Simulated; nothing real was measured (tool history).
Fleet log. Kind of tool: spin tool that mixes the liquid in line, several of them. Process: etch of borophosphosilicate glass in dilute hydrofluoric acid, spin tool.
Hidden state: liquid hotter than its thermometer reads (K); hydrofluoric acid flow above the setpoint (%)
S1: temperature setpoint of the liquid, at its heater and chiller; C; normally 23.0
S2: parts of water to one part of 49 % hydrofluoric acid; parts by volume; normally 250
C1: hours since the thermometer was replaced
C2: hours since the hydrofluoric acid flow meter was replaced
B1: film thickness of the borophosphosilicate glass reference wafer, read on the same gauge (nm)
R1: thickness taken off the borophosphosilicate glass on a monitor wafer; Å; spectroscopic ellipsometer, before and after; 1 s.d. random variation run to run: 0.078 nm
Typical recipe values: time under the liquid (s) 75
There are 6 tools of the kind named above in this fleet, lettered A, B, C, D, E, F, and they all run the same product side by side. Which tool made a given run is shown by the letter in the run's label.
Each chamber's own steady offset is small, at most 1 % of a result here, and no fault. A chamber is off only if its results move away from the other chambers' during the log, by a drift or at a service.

run 1B hour=9.7 | S1=23.0 S2=250 time_under_the_liquid_(s)=75 | C1=1060.4 C2=1942.2 | B1=69.998 | R1=101.120
run 2C hour=15.3 | S1=23.0 S2=250 time_under_the_liquid_(s)=75 | C1=477.8 C2=2017.7 | B1=69.994 | R1=101.890
run 3E hour=22.2 | S1=23.0 S2=250 time_under_the_liquid_(s)=75 | C1=451.8 C2=744.9 | B1=70.000 | R1=102.100
run 4A hour=28.6 | S1=23.0 S2=250 time_under_the_liquid_(s)=75 | C1=590.4 C2=309.6 | B1=70.005 | R1=101.580
run 5F hour=34.3 | S1=23.0 S2=250 time_under_the_liquid_(s)=75 | C1=539.0 C2=1141.0 | B1=70.014 | R1=101.780
run 6D hour=41.3 | S1=23.0 S2=250 time_under_the_liquid_(s)=75 | C1=1606.8 C2=143.1 | B1=69.982 | R1=102.370
-- hour=44.8 chamber E: thermometer replaced
run 7C hour=48.0 | S1=23.0 S2=250 time_under_the_liquid_(s)=75 | C1=510.5 C2=2050.4 | B1=70.005 | R1=101.630
run 8F hour=53.5 | S1=23.0 S2=250 time_under_the_liquid_(s)=75 | C1=558.2 C2=1160.2 | B1=69.992 | R1=101.760
run 9A hour=63.3 | S1=23.0 S2=250 time_under_the_liquid_(s)=75 | C1=625.1 C2=344.3 | B1=69.975 | R1=101.710
run 10B hour=71.0 | S1=23.0 S2=250 time_under_the_liquid_(s)=75 | C1=1121.7 C2=2003.5 | B1=70.007 | R1=100.850
run 11E hour=81.1 | S1=23.0 S2=250 time_under_the_liquid_(s)=75 | C1=36.3 C2=803.8 | B1=70.027 | R1=100.270
run 12D hour=90.6 | S1=23.0 S2=250 time_under_the_liquid_(s)=75 | C1=1656.1 C2=192.4 | B1=70.014 | R1=102.980
run 13D hour=99.4 | S1=23.0 S2=250 time_under_the_liquid_(s)=75 | C1=1664.9 C2=201.2 | B1=70.002 | R1=100.340
run 14B hour=109.5 | S1=23.0 S2=250 time_under_the_liquid_(s)=75 | C1=1160.2 C2=2042.0 | B1=69.990 | R1=102.490
run 15F hour=117.6 | S1=23.0 S2=250 time_under_the_liquid_(s)=75 | C1=622.3 C2=1224.3 | B1=70.001 | R1=101.340
run 16E hour=125.5 | S1=23.0 S2=250 time_under_the_liquid_(s)=75 | C1=80.7 C2=848.2 | B1=69.995 | R1=101.740
-- hour=128.2 chamber F: thermometer replaced
run 17A hour=134.2 | S1=23.0 S2=250 time_under_the_liquid_(s)=75 | C1=696.0 C2=415.2 | B1=70.027 | R1=101.610
run 18C hour=140.0 | S1=18.5 S2=250 time_under_the_liquid_(s)=75 | C1=602.5 C2=2142.4 | B1=70.009 | R1=86.237
run 19C hour=151.2 | S1=18.5 S2=250 time_under_the_liquid_(s)=75 | C1=613.7 C2=2153.6 | B1=69.997 | R1=86.180
run 20E hour=158.1 | S1=18.5 S2=250 time_under_the_liquid_(s)=75 | C1=113.3 C2=880.8 | B1=70.015 | R1=86.402
run 21B hour=164.5 | S1=18.5 S2=250 time_under_the_liquid_(s)=75 | C1=1215.2 C2=2097.0 | B1=70.005 | R1=86.753
run 22A hour=172.0 | S1=18.5 S2=250 time_under_the_liquid_(s)=75 | C1=733.8 C2=453.0 | B1=70.008 | R1=87.810
run 23F hour=181.9 | S1=18.5 S2=250 time_under_the_liquid_(s)=75 | C1=53.8 C2=1288.6 | B1=69.992 | R1=88.909
run 24D hour=193.4 | S1=23.0 S2=250 time_under_the_liquid_(s)=75 | C1=1758.9 C2=295.2 | B1=69.992 | R1=101.430
run 25A hour=201.8 | S1=23.0 S2=250 time_under_the_liquid_(s)=75 | C1=763.6 C2=482.8 | B1=69.988 | R1=102.410
run 26E hour=210.4 | S1=23.0 S2=250 time_under_the_liquid_(s)=75 | C1=165.6 C2=933.1 | B1=70.005 | R1=101.530
run 27C hour=218.4 | S1=23.0 S2=335 time_under_the_liquid_(s)=75 | C1=680.9 C2=2220.8 | B1=69.990 | R1=70.856
run 28D hour=228.6 | S1=23.0 S2=335 time_under_the_liquid_(s)=75 | C1=1794.1 C2=330.4 | B1=70.018 | R1=69.874
run 29B hour=237.1 | S1=23.0 S2=335 time_under_the_liquid_(s)=75 | C1=1287.8 C2=2169.6 | B1=69.992 | R1=69.743
run 30F hour=243.8 | S1=23.0 S2=335 time_under_the_liquid_(s)=75 | C1=115.7 C2=1350.5 | B1=70.007 | R1=72.626
-- hour=251.7 chamber D: thermometer replaced
run 31E hour=253.6 | S1=23.0 S2=335 time_under_the_liquid_(s)=75 | C1=208.8 C2=976.3 | B1=69.997 | R1=69.297
run 32A hour=260.0 | S1=23.0 S2=335 time_under_the_liquid_(s)=75 | C1=821.8 C2=541.0 | B1=69.990 | R1=70.469
run 33F hour=270.7 | S1=23.0 S2=250 time_under_the_liquid_(s)=75 | C1=142.6 C2=1377.4 | B1=69.995 | R1=107.390
run 34B hour=279.0 | S1=23.0 S2=335 time_under_the_liquid_(s)=50 | C1=1329.7 C2=2211.5 | B1=70.007 | R1=46.334
run 35C hour=290.6 | S1=23.0 S2=335 time_under_the_liquid_(s)=50 | C1=753.1 C2=2293.0 | B1=69.986 | R1=47.305
run 36D hour=296.7 | S1=23.0 S2=335 time_under_the_liquid_(s)=50 | C1=45.0 C2=398.5 | B1=70.003 | R1=46.627
-- hour=297.4 chamber C: hydrofluoric acid flow meter replaced
run 37B hour=305.3 | S1=23.0 S2=335 time_under_the_liquid_(s)=50 | C1=1356.0 C2=2237.8 | B1=70.012 | R1=47.016
run 38C hour=314.8 | S1=23.0 S2=335 time_under_the_liquid_(s)=50 | C1=777.3 C2=17.4 | B1=69.979 | R1=46.929
run 39D hour=322.8 | S1=23.0 S2=335 time_under_the_liquid_(s)=50 | C1=71.1 C2=424.6 | B1=69.987 | R1=46.695
run 40F hour=332.4 | S1=23.0 S2=250 time_under_the_liquid_(s)=75 | C1=204.3 C2=1439.1 | B1=69.985 | R1=111.370
run 41E hour=342.0 | S1=23.0 S2=250 time_under_the_liquid_(s)=75 | C1=297.2 C2=1064.7 | B1=70.003 | R1=101.540
run 42A hour=351.3 | S1=23.0 S2=250 time_under_the_liquid_(s)=75 | C1=913.1 C2=632.3 | B1=70.006 | R1=102.670
run 43D hour=357.8 | S1=23.0 S2=250 time_under_the_liquid_(s)=105 | C1=106.1 C2=459.6 | B1=70.016 | R1=142.910
run 44C hour=369.6 | S1=23.0 S2=250 time_under_the_liquid_(s)=105 | C1=832.1 C2=72.2 | B1=70.013 | R1=141.980

Has any chamber moved away from the others, gradually or after a service, or does the common gauge drift, or do the chambers differ only by their own small steady offsets? State the chamber and the most likely cause if one applies.

It is chamber F that slowly wanders off from its peers.
Most likely cause: hydrofluoric acid flow above the setpoint (%) = 6.22.
From this log alone, it may not be told apart from: liquid hotter than its thermometer reads (K).

Here are 4 candidates for chamber F's next run, each the usual settings with a change, their results left as question marks. Which one brings its results back in line with what the others give on the usual settings?
To be in line, a result may differ from the other chambers' mean on the usual settings by at most: R1 2.700 Å
run 45F-1 hour=378.1 | S1=23.0 S2=265 time_under_the_liquid_(s)=75 | R1=?
run 45F-2 hour=378.1 | S1=23.0 S2=235 time_under_the_liquid_(s)=75 | R1=?
run 45F-3 hour=378.1 | S1=23.0 S2=255 time_under_the_liquid_(s)=75 | R1=?
run 45F-4 hour=378.1 | S1=23.0 S2=245 time_under_the_liquid_(s)=75 | R1=?

Mean of the other chambers on the usual settings: R1 101.780 Å
run=45F-1 R1=102.930
run=45F-2 R1=119.660
run=45F-3 R1=108.040
run=45F-4 R1=113.600
45F-1 puts the chamber back in line with the other chambers.
